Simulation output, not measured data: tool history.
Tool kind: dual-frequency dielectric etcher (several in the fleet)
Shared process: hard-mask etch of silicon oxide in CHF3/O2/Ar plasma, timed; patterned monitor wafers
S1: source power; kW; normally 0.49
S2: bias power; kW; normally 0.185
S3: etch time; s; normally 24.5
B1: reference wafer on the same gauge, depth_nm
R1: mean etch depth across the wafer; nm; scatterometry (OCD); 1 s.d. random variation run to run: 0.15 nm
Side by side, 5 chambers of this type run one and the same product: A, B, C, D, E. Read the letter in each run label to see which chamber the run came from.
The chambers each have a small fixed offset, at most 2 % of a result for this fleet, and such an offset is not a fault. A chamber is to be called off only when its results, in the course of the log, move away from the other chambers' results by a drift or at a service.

{"run": "1C", "hour": 10.6, "S1": 0.49, "S2": 0.185, "S3": 24.5, "B1": 40.69, "R1": 45.038}
{"run": "2E", "hour": 20.2, "S1": 0.49, "S2": 0.185, "S3": 24.5, "B1": 40.749, "R1": 45.052}
{"run": "3A", "hour": 27.0, "S1": 0.49, "S2": 0.185, "S3": 24.5, "B1": 40.715, "R1": 44.57}
{"run": "4D", "hour": 35.4, "S1": 0.49, "S2": 0.185, "S3": 24.5, "B1": 40.707, "R1": 44.553}
{"run": "5B", "hour": 46.3, "S1": 0.49, "S2": 0.185, "S3": 24.5, "B1": 40.714, "R1": 44.925}
{"run": "6A", "hour": 53.7, "S1": 0.56, "S2": 0.185, "S3": 19, "B1": 40.659, "R1": 36.211}
{"run": "7E", "hour": 62.3, "S1": 0.56, "S2": 0.185, "S3": 19, "B1": 40.663, "R1": 37.099}
{"run": "8D", "hour": 69.8, "S1": 0.56, "S2": 0.185, "S3": 19, "B1": 40.715, "R1": 36.316}
{"run": "9B", "hour": 76.0, "S1": 0.56, "S2": 0.185, "S3": 19, "B1": 40.699, "R1": 36.402}
{"hour": 82.0, "done": "chamber B: wet clean of the chamber"}
{"run": "10C", "hour": 89.9, "S1": 0.56, "S2": 0.185, "S3": 19, "B1": 40.7, "R1": 36.653}
{"run": "11B", "hour": 98.0, "S1": 0.49, "S2": 0.185, "S3": 24.5, "B1": 40.695, "R1": 45.091}
{"run": "12C", "hour": 105.1, "S1": 0.49, "S2": 0.185, "S3": 24.5, "B1": 40.734, "R1": 45.145}
{"run": "13A", "hour": 112.3, "S1": 0.49, "S2": 0.185, "S3": 24.5, "B1": 40.71, "R1": 44.585}
{"run": "14D", "hour": 124.5, "S1": 0.49, "S2": 0.185, "S3": 24.5, "B1": 40.694, "R1": 44.636}
{"run": "15E", "hour": 134.1, "S1": 0.39, "S2": 0.185, "S3": 28.5, "B1": 40.69, "R1": 48.603}
{"run": "16E", "hour": 147.5, "S1": 0.39, "S2": 0.185, "S3": 28.5, "B1": 40.696, "R1": 48.088}
{"run": "17D", "hour": 155.3, "S1": 0.39, "S2": 0.185, "S3": 28.5, "B1": 40.702, "R1": 47.483}
{"run": "18C", "hour": 162.7, "S1": 0.39, "S2": 0.185, "S3": 28.5, "B1": 40.684, "R1": 48.044}
{"run": "19A", "hour": 174.7, "S1": 0.39, "S2": 0.185, "S3": 28.5, "B1": 40.673, "R1": 47.273}
{"run": "20B", "hour": 183.5, "S1": 0.49, "S2": 0.185, "S3": 24.5, "B1": 40.681, "R1": 45.147}
{"run": "21A", "hour": 191.1, "S1": 0.49, "S2": 0.185, "S3": 24.5, "B1": 40.677, "R1": 44.33}
{"hour": 200.3, "done": "chamber D: wet clean of the chamber"}
{"run": "22E", "hour": 202.9, "S1": 0.49, "S2": 0.227, "S3": 28.5, "B1": 40.683, "R1": 57.085}
{"run": "23D", "hour": 212.2, "S1": 0.49, "S2": 0.227, "S3": 28.5, "B1": 40.682, "R1": 55.709}
{"run": "24B", "hour": 224.0, "S1": 0.49, "S2": 0.227, "S3": 28.5, "B1": 40.703, "R1": 56.018}
{"run": "25C", "hour": 237.6, "S1": 0.49, "S2": 0.227, "S3": 28.5, "B1": 40.715, "R1": 56.217}
{"run": "26D", "hour": 245.9, "S1": 0.49, "S2": 0.227, "S3": 28.5, "B1": 40.697, "R1": 55.608}
{"run": "27E", "hour": 255.2, "S1": 0.56, "S2": 0.185, "S3": 24.5, "B1": 40.696, "R1": 47.975}
{"run": "28C", "hour": 264.7, "S1": 0.56, "S2": 0.185, "S3": 24.5, "B1": 40.677, "R1": 47.464}
{"hour": 271.2, "done": "chamber E: wet clean of the chamber"}
{"hour": 271.6, "done": "chamber A: bias power generator calibrated"}
{"run": "29B", "hour": 272.1, "S1": 0.56, "S2": 0.185, "S3": 24.5, "B1": 40.682, "R1": 47.279}
{"run": "30A", "hour": 278.8, "S1": 0.56, "S2": 0.185, "S3": 24.5, "B1": 40.68, "R1": 45.922}
{"run": "31B", "hour": 291.7, "S1": 0.56, "S2": 0.185, "S3": 24.5, "B1": 40.691, "R1": 47.134}
{"run": "32C", "hour": 298.8, "S1": 0.49, "S2": 0.185, "S3": 24.5, "B1": 40.681, "R1": 45.002}
{"run": "33D", "hour": 310.9, "S1": 0.49, "S2": 0.21, "S3": 24.5, "B1": 40.751, "R1": 46.773}
{"run": "34E", "hour": 324.6, "S1": 0.49, "S2": 0.21, "S3": 24.5, "B1": 40.669, "R1": 47.281}
{"run": "35A", "hour": 335.6, "S1": 0.49, "S2": 0.21, "S3": 24.5, "B1": 40.692, "R1": 45.664}

All chambers now run identical settings, listed one chamber a line with results as question marks. What results will each chamber show?
{"run": "36A", "hour": 345.8, "S1": 0.49, "S2": 0.185, "S3": 24.5, "R1": "?"}
{"run": "36B", "hour": 345.8, "S1": 0.49, "S2": 0.185, "S3": 24.5, "R1": "?"}
{"run": "36C", "hour": 345.8, "S1": 0.49, "S2": 0.185, "S3": 24.5, "R1": "?"}
{"run": "36D", "hour": 345.8, "S1": 0.49, "S2": 0.185, "S3": 24.5, "R1": "?"}
{"run": "36E", "hour": 345.8, "S1": 0.49, "S2": 0.185, "S3": 24.5, "R1": "?"}

run=36A R1=43.786
run=36B R1=44.814
run=36C R1=45.199
run=36D R1=44.699
run=36E R1=45.438
